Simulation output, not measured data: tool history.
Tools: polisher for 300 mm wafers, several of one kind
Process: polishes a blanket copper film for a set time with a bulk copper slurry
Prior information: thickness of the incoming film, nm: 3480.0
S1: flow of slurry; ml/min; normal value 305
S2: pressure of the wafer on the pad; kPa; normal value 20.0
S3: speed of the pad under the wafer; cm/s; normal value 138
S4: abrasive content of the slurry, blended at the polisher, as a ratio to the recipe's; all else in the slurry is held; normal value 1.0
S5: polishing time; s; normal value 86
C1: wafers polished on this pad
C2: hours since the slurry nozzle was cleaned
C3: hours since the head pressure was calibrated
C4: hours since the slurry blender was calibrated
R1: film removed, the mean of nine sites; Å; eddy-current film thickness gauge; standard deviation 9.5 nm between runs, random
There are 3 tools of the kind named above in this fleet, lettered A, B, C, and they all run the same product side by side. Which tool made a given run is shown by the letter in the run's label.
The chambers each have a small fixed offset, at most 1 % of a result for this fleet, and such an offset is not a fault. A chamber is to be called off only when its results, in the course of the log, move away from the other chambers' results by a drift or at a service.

{"run": "1B", "hour": 6.9, "S1": 305, "S2": 20.0, "S3": 138, "S4": 1.0, "S5": 86, "C1": 392, "C2": 226.6, "C3": 434.3, "C4": 403.3, "R1": 12312.0}
{"run": "2A", "hour": 11.4, "S1": 305, "S2": 20.0, "S3": 138, "S4": 1.0, "S5": 86, "C1": 129, "C2": 616.3, "C3": 95.5, "C4": 146.6, "R1": 12382.0}
{"run": "3C", "hour": 15.6, "S1": 305, "S2": 20.0, "S3": 138, "S4": 1.0, "S5": 86, "C1": 1167, "C2": 498.6, "C3": 620.4, "C4": 164.3, "R1": 12377.0}
{"hour": 19.8, "done": "chamber B: slurry blender recalibrated"}
{"run": "4A", "hour": 23.1, "S1": 305, "S2": 20.0, "S3": 138, "S4": 1.0, "S5": 86, "C1": 205, "C2": 628.0, "C3": 107.2, "C4": 158.3, "R1": 12518.0}
{"run": "5C", "hour": 27.4, "S1": 305, "S2": 24.8, "S3": 158, "S4": 1.0, "S5": 86, "C1": 1244, "C2": 510.4, "C3": 632.2, "C4": 176.1, "R1": 17191.0}
{"hour": 30.6, "done": "chamber A: slurry nozzle cleaned"}
{"run": "6B", "hour": 32.8, "S1": 305, "S2": 24.8, "S3": 158, "S4": 1.0, "S5": 86, "C1": 560, "C2": 252.5, "C3": 460.2, "C4": 13.0, "R1": 17396.0}
{"hour": 37.0, "done": "chamber C: head pressure recalibrated"}
{"run": "7B", "hour": 37.0, "S1": 305, "S2": 24.8, "S3": 158, "S4": 1.0, "S5": 86, "C1": 588, "C2": 256.7, "C3": 464.4, "C4": 17.2, "R1": 17600.0}
{"run": "8A", "hour": 44.9, "S1": 305, "S2": 20.0, "S3": 138, "S4": 1.0, "S5": 86, "C1": 347, "C2": 14.3, "C3": 129.0, "C4": 180.1, "R1": 12579.0}
{"run": "9C", "hour": 49.1, "S1": 305, "S2": 20.0, "S3": 138, "S4": 0.7, "S5": 95, "C1": 1385, "C2": 532.1, "C3": 12.1, "C4": 197.8, "R1": 11831.0}
{"run": "10B", "hour": 56.3, "S1": 305, "S2": 20.0, "S3": 138, "S4": 0.7, "S5": 95, "C1": 713, "C2": 276.0, "C3": 483.7, "C4": 36.5, "R1": 12577.0}
{"hour": 60.6, "done": "chamber C: worn pad replaced by a new one"}
{"run": "11A", "hour": 64.2, "S1": 305, "S2": 20.0, "S3": 138, "S4": 0.7, "S5": 95, "C1": 472, "C2": 33.6, "C3": 148.3, "C4": 199.4, "R1": 12713.0}
{"run": "12C", "hour": 68.0, "S1": 305, "S2": 20.0, "S3": 138, "S4": 1.0, "S5": 86, "C1": 48, "C2": 551.0, "C3": 31.0, "C4": 216.7, "R1": 11617.0}
{"run": "13A", "hour": 75.4, "S1": 305, "S2": 20.0, "S3": 138, "S4": 1.0, "S5": 86, "C1": 545, "C2": 44.8, "C3": 159.5, "C4": 210.6, "R1": 12397.0}
{"hour": 82.4, "done": "chamber A: slurry blender recalibrated"}
{"run": "14C", "hour": 83.2, "S1": 240, "S2": 20.0, "S3": 138, "S4": 1.0, "S5": 86, "C1": 146, "C2": 566.2, "C3": 46.2, "C4": 231.9, "R1": 11311.0}
{"run": "15B", "hour": 89.6, "S1": 240, "S2": 20.0, "S3": 138, "S4": 1.0, "S5": 86, "C1": 929, "C2": 309.3, "C3": 517.0, "C4": 69.8, "R1": 11996.0}
{"run": "16A", "hour": 93.7, "S1": 240, "S2": 20.0, "S3": 138, "S4": 1.0, "S5": 86, "C1": 663, "C2": 63.1, "C3": 177.8, "C4": 11.3, "R1": 12112.0}
{"hour": 93.8, "done": "chamber B: worn pad replaced by a new one"}
{"run": "17B", "hour": 100.2, "S1": 305, "S2": 20.0, "S3": 138, "S4": 1.0, "S5": 86, "C1": 41, "C2": 319.9, "C3": 527.6, "C4": 80.4, "R1": 12512.0}
{"run": "18C", "hour": 107.5, "S1": 305, "S2": 20.0, "S3": 92, "S4": 0.8, "S5": 86, "C1": 304, "C2": 590.5, "C3": 70.5, "C4": 256.2, "R1": 7433.7}
{"run": "19B", "hour": 111.4, "S1": 305, "S2": 20.0, "S3": 92, "S4": 0.8, "S5": 86, "C1": 114, "C2": 331.1, "C3": 538.8, "C4": 91.6, "R1": 7840.1}
{"run": "20A", "hour": 115.8, "S1": 305, "S2": 20.0, "S3": 92, "S4": 0.8, "S5": 86, "C1": 807, "C2": 85.2, "C3": 199.9, "C4": 33.4, "R1": 7856.3}

For the next run the whole fleet of 3 chambers uses the same settings. Give each chamber's results:
{"run": "21A", "hour": 121.6, "S1": 305, "S2": 20.0, "S3": 138, "S4": 1.0, "S5": 86, "R1": "?"}
{"run": "21B", "hour": 121.6, "S1": 305, "S2": 20.0, "S3": 138, "S4": 1.0, "S5": 86, "R1": "?"}
{"run": "21C", "hour": 121.6, "S1": 305, "S2": 20.0, "S3": 138, "S4": 1.0, "S5": 86, "R1": "?"}

run=21A R1=12401.0
run=21B R1=12524.0
run=21C R1=11683.0
